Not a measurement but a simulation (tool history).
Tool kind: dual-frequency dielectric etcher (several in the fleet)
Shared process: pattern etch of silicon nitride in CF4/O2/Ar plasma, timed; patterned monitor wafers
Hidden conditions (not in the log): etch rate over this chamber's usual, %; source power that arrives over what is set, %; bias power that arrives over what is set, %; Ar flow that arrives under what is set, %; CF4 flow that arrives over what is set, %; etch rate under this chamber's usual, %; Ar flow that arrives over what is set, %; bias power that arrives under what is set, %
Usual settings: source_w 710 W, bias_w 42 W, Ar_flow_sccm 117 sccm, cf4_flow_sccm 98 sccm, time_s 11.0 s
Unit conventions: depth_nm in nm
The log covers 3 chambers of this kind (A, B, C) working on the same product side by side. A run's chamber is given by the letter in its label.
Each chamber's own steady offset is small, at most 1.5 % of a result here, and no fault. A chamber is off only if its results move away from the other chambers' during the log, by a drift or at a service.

run	hour	source_w	bias_w	Ar_flow_sccm	cf4_flow_sccm	time_s	hours since the last wet clean	hours since the last source power generator calibration	hours since the last bias power generator calibration	hours since the last Ar flow controller change	hours since the last CF4 flow controller change	read-back reference wafer on the same gauge, depth_nm	depth_nm
1C	4.3	710	42	117	98	11.0	40.4	199.7	1942.7	2527.5	2882.9	28.704	25.727
2B	11.4	710	42	117	98	11.0	235.4	682.1	509.0	1772.0	3936.1	28.687	26.169
3A	14.9	710	42	117	98	11.0	376.2	2580.8	1335.5	1040.8	1019.7	28.692	26.076
4A	21.9	710	42	117	98	11.0	383.2	2587.8	1342.5	1047.8	1026.7	28.705	25.985
5C	28.3	710	42	117	98	11.0	64.4	223.7	1966.7	2551.5	2906.9	28.679	25.878
6B	34.3	710	42	117	98	11.0	258.3	705.0	531.9	1794.9	3959.0	28.671	26.078
7C	39.1	710	42	117	98	11.0	75.2	234.5	1977.5	2562.3	2917.7	28.664	25.850
8A	46.4	710	42	117	98	11.0	407.7	2612.3	1367.0	1072.3	1051.2	28.728	25.885
9B	52.2	710	42	117	98	11.0	276.2	722.9	549.8	1812.8	3976.9	28.692	26.383
10C	58.3	710	42	117	98	11.0	94.4	253.7	1996.7	2581.5	2936.9	28.707	25.889
11A	62.5	710	42	117	98	11.0	423.8	2628.4	1383.1	1088.4	1067.3	28.702	25.948
12B	67.7	710	42	117	98	11.0	291.7	738.4	565.3	1828.3	3992.4	28.684	26.266
13A	71.9	710	42	117	98	11.0	433.2	2637.8	1392.5	1097.8	1076.7	28.709	25.828
14B	78.3	710	42	117	98	11.0	302.3	749.0	575.9	1838.9	4003.0	28.716	26.497
15C	83.9	710	42	117	98	13.5	120.0	279.3	2022.3	2607.1	2962.5	28.711	31.561
16A	88.0	710	42	117	98	13.5	449.3	2653.9	1408.6	1113.9	1092.8	28.696	31.780
17C	93.1	710	42	117	98	13.5	129.2	288.5	2031.5	2616.3	2971.7	28.691	31.652
18B	99.8	710	42	117	98	11.0	323.8	770.5	597.4	1860.4	4024.5	28.706	26.508
19B	104.9	710	42	117	98	11.0	328.9	775.6	602.5	1865.5	4029.6	28.730	26.444
20C	112.1	710	42	117	98	11.0	148.2	307.5	2050.5	2635.3	2990.7	28.727	25.777
21A	119.2	710	42	117	98	12.0	480.5	2685.1	1439.8	1145.1	1124.0	28.698	28.175
22B	123.1	710	42	117	98	12.0	347.1	793.8	620.7	1883.7	4047.8	28.692	28.953
23A	126.6	710	42	117	98	12.0	487.9	2692.5	1447.2	1152.5	1131.4	28.688	28.129
24C	132.4	710	42	117	98	11.0	168.5	327.8	2070.8	2655.6	3011.0	28.720	25.855
25A	139.5	710	42	117	98	11.0	500.8	2705.4	1460.1	1165.4	1144.3	28.688	25.817
# hour 140.5: chamber A: wet clean of the chamber
26C	145.7	710	42	117	98	11.0	181.8	341.1	2084.1	2668.9	3024.3	28.709	25.786
27B	153.3	710	42	117	98	11.0	377.3	824.0	650.9	1913.9	4078.0	28.698	26.661
28B	158.4	710	42	117	98	11.0	382.4	829.1	656.0	1919.0	4083.1	28.686	26.818
29A	163.1	710	42	117	111	14.0	22.6	2729.0	1483.7	1189.0	1167.9	28.718	33.700
30C	167.2	710	42	117	111	14.0	203.3	362.6	2105.6	2690.4	3045.8	28.696	33.565
31B	173.2	710	42	117	111	14.0	397.2	843.9	670.8	1933.8	4097.9	28.710	34.683
32A	178.1	710	42	117	98	11.0	37.6	2744.0	1498.7	1204.0	1182.9	28.707	25.835
33C	182.1	710	42	117	98	11.0	218.2	377.5	2120.5	2705.3	3060.7	28.723	25.734
34A	188.9	710	42	117	98	11.0	48.4	2754.8	1509.5	1214.8	1193.7	28.706	25.840
35B	194.2	710	42	117	98	11.0	418.2	864.9	691.8	1954.8	4118.9	28.713	26.977
36C	197.7	710	42	117	98	11.0	233.8	393.1	2136.1	2720.9	3076.3	28.689	25.839
37C	201.7	710	42	117	98	11.0	237.8	397.1	2140.1	2724.9	3080.3	28.700	25.596
38A	209.5	710	42	117	98	11.0	69.0	2775.4	1530.1	1235.4	1214.3	28.705	25.761
39B	217.5	710	42	117	98	11.0	441.5	888.2	715.1	1978.1	4142.2	28.727	27.132
40A	221.4	710	42	117	98	11.0	80.9	2787.3	1542.0	1247.3	1226.2	28.685	25.885
41B	227.3	710	42	117	98	11.0	451.3	898.0	724.9	1987.9	4152.0	28.695	27.097
42C	231.7	710	42	117	98	11.0	267.8	427.1	2170.1	2754.9	3110.3	28.707	25.857

One chamber off, gauge drift, or nothing amiss beyond the chambers' own small offsets? If it is a chamber, which one, and what is the likeliest cause?

One chamber, B, drifts off from the rest bit by bit.
What lies behind it: source power that arrives over what is set, % = 4.23.
Not necessarily distinguishable in this log from: etch rate over this chamber's usual, %.

Below are 4 candidate recipes for chamber B's next run, each the usual settings with a change, their results shown as question marks. Which of them brings B's results back in line with what the other chambers give on the usual settings?
In line means no further than this from the other chambers' mean on the usual settings: depth_nm 0.290 nm
43B-1	237.4	710	42	117	85	11.0							?
43B-2	237.4	710	44	115	100	11.0							?
43B-3	237.4	680	41	118	98	11.0							?
43B-4	237.4	750	42	117	98	11.0							?

What the other chambers average on the usual settings: depth_nm 25.831 nm
run	depth_nm
43B-1	26.486
43B-2	27.649
43B-3	25.801
43B-4	28.365
The right change is 43B-3: it brings the chamber back within the allowed miss of the others.
